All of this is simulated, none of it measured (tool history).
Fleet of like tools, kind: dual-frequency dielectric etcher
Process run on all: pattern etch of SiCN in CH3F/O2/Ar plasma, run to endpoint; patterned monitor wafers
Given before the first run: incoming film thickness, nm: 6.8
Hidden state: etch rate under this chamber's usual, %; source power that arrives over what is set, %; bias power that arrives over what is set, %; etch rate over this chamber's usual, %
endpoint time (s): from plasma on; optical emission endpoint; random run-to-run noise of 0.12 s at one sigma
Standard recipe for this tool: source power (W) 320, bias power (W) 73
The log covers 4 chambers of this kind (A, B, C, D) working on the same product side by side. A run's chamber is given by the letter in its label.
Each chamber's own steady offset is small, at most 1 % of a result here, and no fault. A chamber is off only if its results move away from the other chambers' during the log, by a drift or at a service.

run   hour  source power (W)  bias power (W)  hours since the last wet clean  hours since the last source power generator calibration  hours since the last bias power generator calibration  endpoint time (s)
 1D    4.5               320              73                           281.2                                                    504.5                                                 2627.2             19.850
       6.6  -- chamber D: bias power generator calibrated
 2C   10.9               320              73                           128.2                                                    196.8                                                 1622.0             19.363
 3B   15.4               320              73                           171.6                                                   1442.7                                                 2750.9             19.645
 4A   21.1               320              73                           136.4                                                   1441.6                                                 3364.7             19.634
 5C   27.0               320              73                           144.3                                                    212.9                                                 1638.1             19.479
 6D   33.6               320              73                           310.3                                                    533.6                                                   27.1             19.848
 7B   37.7               370              55                           193.9                                                   1465.0                                                 2773.2             20.721
 8A   43.8               370              55                           159.1                                                   1464.3                                                 3387.4             20.788
 9D   48.6               370              55                           325.3                                                    548.6                                                   42.1             20.598
10B   53.5               370              55                           209.7                                                   1480.8                                                 2789.0             20.583
11C   59.7               320              73                           177.0                                                    245.6                                                 1670.8             19.341
12A   62.7               320              73                           178.0                                                   1483.2                                                 3406.3             19.424
13A   68.2               320              73                           183.5                                                   1488.7                                                 3411.8             19.604
14C   71.4               320              73                           188.7                                                    257.3                                                 1682.5             19.420
15D   76.0               320              73                           352.7                                                    576.0                                                   69.5             19.693
16B   79.7               320              73                           235.9                                                   1507.0                                                 2815.2             19.656
17C   84.5               320              73                           201.8                                                    270.4                                                 1695.6             19.491
18D   91.3               320              73                           368.0                                                    591.3                                                   84.8             19.800
19B   96.4               320              73                           252.6                                                   1523.7                                                 2831.9             19.608
20A  102.2               320              73                           217.5                                                   1522.7                                                 3445.8             19.583
21D  105.4               320              73                           382.1                                                    605.4                                                   98.9             19.562
22C  111.8               320              73                           229.1                                                    297.7                                                 1722.9             19.360
23B  117.5               320              73                           273.7                                                   1544.8                                                 2853.0             19.611
24A  121.0               320              73                           236.3                                                   1541.5                                                 3464.6             19.746
25C  125.5               320              73                           242.8                                                    311.4                                                 1736.6             19.268
26A  128.6               320              73                           243.9                                                   1549.1                                                 3472.2             19.589
27D  132.6               320              73                           409.3                                                    632.6                                                  126.1             19.642
28B  136.9               370              85                           293.1                                                   1564.2                                                 2872.4             17.596
29A  140.6               370              85                           255.9                                                   1561.1                                                 3484.2             17.509
30D  146.6               370              85                           423.3                                                    646.6                                                  140.1             17.645
31B  150.7               370              85                           306.9                                                   1578.0                                                 2886.2             17.695
32C  157.4               320              73                           274.7                                                    343.3                                                 1768.5             19.240
33D  163.1               320              73                           439.8                                                    663.1                                                  156.6             19.655
34A  166.6               320              73                           281.9                                                   1587.1                                                 3510.2             19.663
35C  171.8               320              73                           289.1                                                    357.7                                                 1782.9             19.431
36B  178.2               320              73                           334.4                                                   1605.5                                                 2913.7             19.538
     180.6  -- chamber B: source power generator calibrated
37B  183.3               320              73                           339.5                                                      2.7                                                 2918.8             19.896
38A  187.8               320              56                           303.1                                                   1608.3                                                 3531.4             21.769
39D  192.2               320              56                           468.9                                                    692.2                                                  185.7             21.639
40C  198.5               320              56                           315.8                                                    384.4                                                 1809.6             21.602
41B  204.0               320              56                           360.2                                                     23.4                                                 2939.5             21.416

All 4 chambers run these settings next. Forecast each chamber's results:
42A  208.9               320              73                                                                                                                                                                  ?
42B  208.9               320              73                                                                                                                                                                  ?
42C  208.9               320              73                                                                                                                                                                  ?
42D  208.9               320              73                                                                                                                                                                  ?

run  endpoint time (s)
42A             19.750
42B             19.635
42C             19.495
42D             19.870

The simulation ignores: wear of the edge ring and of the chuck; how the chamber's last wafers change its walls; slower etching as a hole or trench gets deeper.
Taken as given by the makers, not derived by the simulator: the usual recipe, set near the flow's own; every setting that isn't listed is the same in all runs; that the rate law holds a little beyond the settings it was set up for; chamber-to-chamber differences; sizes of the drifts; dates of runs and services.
